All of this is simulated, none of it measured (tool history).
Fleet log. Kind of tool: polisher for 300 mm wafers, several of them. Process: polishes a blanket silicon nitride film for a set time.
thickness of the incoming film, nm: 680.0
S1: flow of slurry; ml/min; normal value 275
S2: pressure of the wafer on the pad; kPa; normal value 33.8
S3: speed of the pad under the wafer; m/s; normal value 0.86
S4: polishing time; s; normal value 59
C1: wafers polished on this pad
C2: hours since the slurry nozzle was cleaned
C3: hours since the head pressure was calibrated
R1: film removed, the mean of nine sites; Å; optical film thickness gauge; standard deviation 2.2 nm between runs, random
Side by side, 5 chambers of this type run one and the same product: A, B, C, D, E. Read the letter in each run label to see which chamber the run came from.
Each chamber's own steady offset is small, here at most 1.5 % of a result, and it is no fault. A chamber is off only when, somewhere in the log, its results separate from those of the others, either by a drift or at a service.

| run | day | S1 | S2 | S3 | S4 | C1 | C2 | C3 | R1 |
|---|---|---|---|---|---|---|---|---|---|
| 1D | 0.454 | 275 | 33.8 | 0.86 | 59 | 303 | 47.5 | 220.4 | 1517.9 |
| 2A | 0.842 | 275 | 33.8 | 0.86 | 59 | 622 | 493.8 | 250.5 | 1536.0 |
| 3C | 1.183 | 275 | 33.8 | 0.86 | 59 | 393 | 145.3 | 886.5 | 1526.3 |
| 4E | 1.442 | 275 | 33.8 | 0.86 | 59 | 942 | 364.0 | 286.4 | 1554.0 |
|  | 1.708 | chamber B: worn pad replaced by a new one |
| 5B | 1.758 | 275 | 33.8 | 0.86 | 59 | 15 | 45.8 | 42.6 | 1535.4 |
| 6E | 2.200 | 275 | 33.8 | 0.86 | 59 | 1162 | 382.2 | 304.6 | 1502.7 |
| 7D | 2.558 | 275 | 33.8 | 0.86 | 59 | 912 | 98.0 | 270.9 | 1533.9 |
| 8C | 2.775 | 275 | 33.8 | 0.86 | 59 | 853 | 183.5 | 924.7 | 1530.5 |
| 9A | 3.021 | 275 | 33.8 | 0.86 | 59 | 1253 | 546.1 | 302.8 | 1482.3 |
|  | 3.079 | chamber D: worn pad replaced by a new one |
| 10B | 3.258 | 275 | 33.8 | 0.86 | 59 | 449 | 81.8 | 78.6 | 1496.2 |
|  | 3.471 | chamber A: worn pad replaced by a new one |
| 11A | 3.654 | 275 | 33.8 | 0.86 | 59 | 53 | 561.3 | 318.0 | 1511.5 |
| 12E | 3.942 | 275 | 33.8 | 0.70 | 49 | 1666 | 424.0 | 346.4 | 1082.7 |
| 13B | 4.150 | 275 | 33.8 | 0.70 | 49 | 707 | 103.2 | 100.0 | 1075.0 |
|  | 4.208 | chamber C: worn pad replaced by a new one |
| 14D | 4.525 | 275 | 33.8 | 0.70 | 49 | 418 | 145.2 | 318.1 | 1066.7 |
| 15C | 4.988 | 275 | 33.8 | 0.70 | 49 | 226 | 236.6 | 977.8 | 1052.8 |
|  | 5.296 | chamber E: head pressure recalibrated |
| 16B | 5.358 | 275 | 33.8 | 0.70 | 49 | 1057 | 132.2 | 129.0 | 1058.1 |
| 17C | 5.588 | 275 | 39.3 | 0.86 | 59 | 400 | 251.0 | 992.2 | 1786.9 |
| 18D | 5.950 | 275 | 39.3 | 0.86 | 59 | 831 | 179.4 | 352.3 | 1766.2 |
|  | 6.383 | chamber E: slurry nozzle cleaned |
| 19E | 6.404 | 275 | 39.3 | 0.86 | 59 | 2378 | 0.6 | 26.6 | 1721.1 |
| 20A | 6.788 | 275 | 39.3 | 0.86 | 59 | 960 | 636.5 | 393.2 | 1761.3 |
|  | 7.000 | chamber B: worn pad replaced by a new one |
| 21E | 7.092 | 275 | 39.3 | 0.86 | 59 | 2577 | 17.1 | 43.1 | 1702.9 |
|  | 7.250 | chamber D: worn pad replaced by a new one |
| 22D | 7.321 | 275 | 33.8 | 0.86 | 59 | 20 | 212.3 | 385.2 | 1537.2 |
|  | 7.583 | chamber A: worn pad replaced by a new one |
| 23B | 7.654 | 275 | 33.8 | 0.86 | 59 | 190 | 187.3 | 184.1 | 1475.3 |
|  | 7.704 | chamber C: worn pad replaced by a new one |
|  | 7.796 | chamber C: head pressure recalibrated |
| 24C | 7.958 | 275 | 33.8 | 0.86 | 59 | 73 | 307.9 | 4.0 | 1515.0 |
| 25A | 8.325 | 275 | 33.8 | 0.86 | 59 | 215 | 673.4 | 430.1 | 1538.7 |
| 26E | 8.538 | 340 | 33.8 | 0.62 | 59 | 2996 | 51.8 | 77.8 | 1123.7 |
| 27C | 8.796 | 340 | 33.8 | 0.62 | 59 | 316 | 328.0 | 24.1 | 1191.4 |
|  | 9.033 | chamber A: slurry nozzle cleaned |
| 28D | 9.062 | 340 | 33.8 | 0.62 | 59 | 525 | 254.1 | 427.0 | 1185.4 |
| 29B | 9.308 | 340 | 33.8 | 0.62 | 59 | 668 | 227.0 | 223.8 | 1171.2 |
|  | 9.558 | chamber A: head pressure recalibrated |
| 30A | 9.642 | 340 | 33.8 | 0.62 | 59 | 596 | 14.7 | 2.1 | 1181.0 |
| 31C | 9.942 | 275 | 33.8 | 0.86 | 59 | 647 | 355.5 | 51.6 | 1491.9 |
| 32D | 10.392 | 275 | 33.8 | 0.70 | 77 | 909 | 286.0 | 458.9 | 1676.0 |
| 33A | 10.629 | 275 | 33.8 | 0.70 | 77 | 882 | 38.4 | 25.8 | 1694.2 |
|  | 10.700 | chamber D: worn pad replaced by a new one |
|  | 10.858 | chamber D: slurry nozzle cleaned |
| 34B | 10.958 | 275 | 33.8 | 0.70 | 77 | 1146 | 266.6 | 263.4 | 1695.3 |
| 35E | 11.192 | 275 | 33.8 | 0.70 | 77 | 3764 | 115.5 | 141.5 | 1526.0 |
|  | 11.400 | chamber C: worn pad replaced by a new one |
|  | 11.571 | chamber A: worn pad replaced by a new one |
| 36E | 11.608 | 275 | 33.8 | 0.70 | 77 | 3885 | 125.5 | 151.5 | 1551.0 |
| 37C | 12.038 | 275 | 33.8 | 0.86 | 59 | 185 | 405.8 | 101.9 | 1568.2 |
| 38A | 12.346 | 275 | 33.8 | 0.86 | 59 | 225 | 79.6 | 67.0 | 1493.7 |
|  | 12.579 | chamber B: worn pad replaced by a new one |
| 39B | 12.667 | 275 | 33.8 | 0.86 | 59 | 25 | 307.6 | 304.4 | 1473.4 |
| 40D | 13.062 | 275 | 33.8 | 0.86 | 59 | 683 | 52.9 | 523.0 | 1568.2 |
| 41B | 13.379 | 275 | 33.8 | 0.86 | 59 | 231 | 324.7 | 321.5 | 1484.1 |
| 42D | 13.658 | 275 | 33.8 | 0.86 | 59 | 856 | 67.2 | 537.3 | 1533.3 |
| 43E | 13.979 | 275 | 33.8 | 0.86 | 59 | 4571 | 182.4 | 208.4 | 1342.2 |

All 5 chambers run these settings next. Forecast each chamber's results:
| 44A | 14.308 | 275 | 28.3 | 0.86 | 59 |  |  |  | ? |
| 44B | 14.308 | 275 | 28.3 | 0.86 | 59 |  |  |  | ? |
| 44C | 14.308 | 275 | 28.3 | 0.86 | 59 |  |  |  | ? |
| 44D | 14.308 | 275 | 28.3 | 0.86 | 59 |  |  |  | ? |
| 44E | 14.308 | 275 | 28.3 | 0.86 | 59 |  |  |  | ? |

| run | R1 |
|---|---|
| 44A | 1298.5 |
| 44B | 1262.0 |
| 44C | 1269.2 |
| 44D | 1249.3 |
| 44E | 1139.8 |
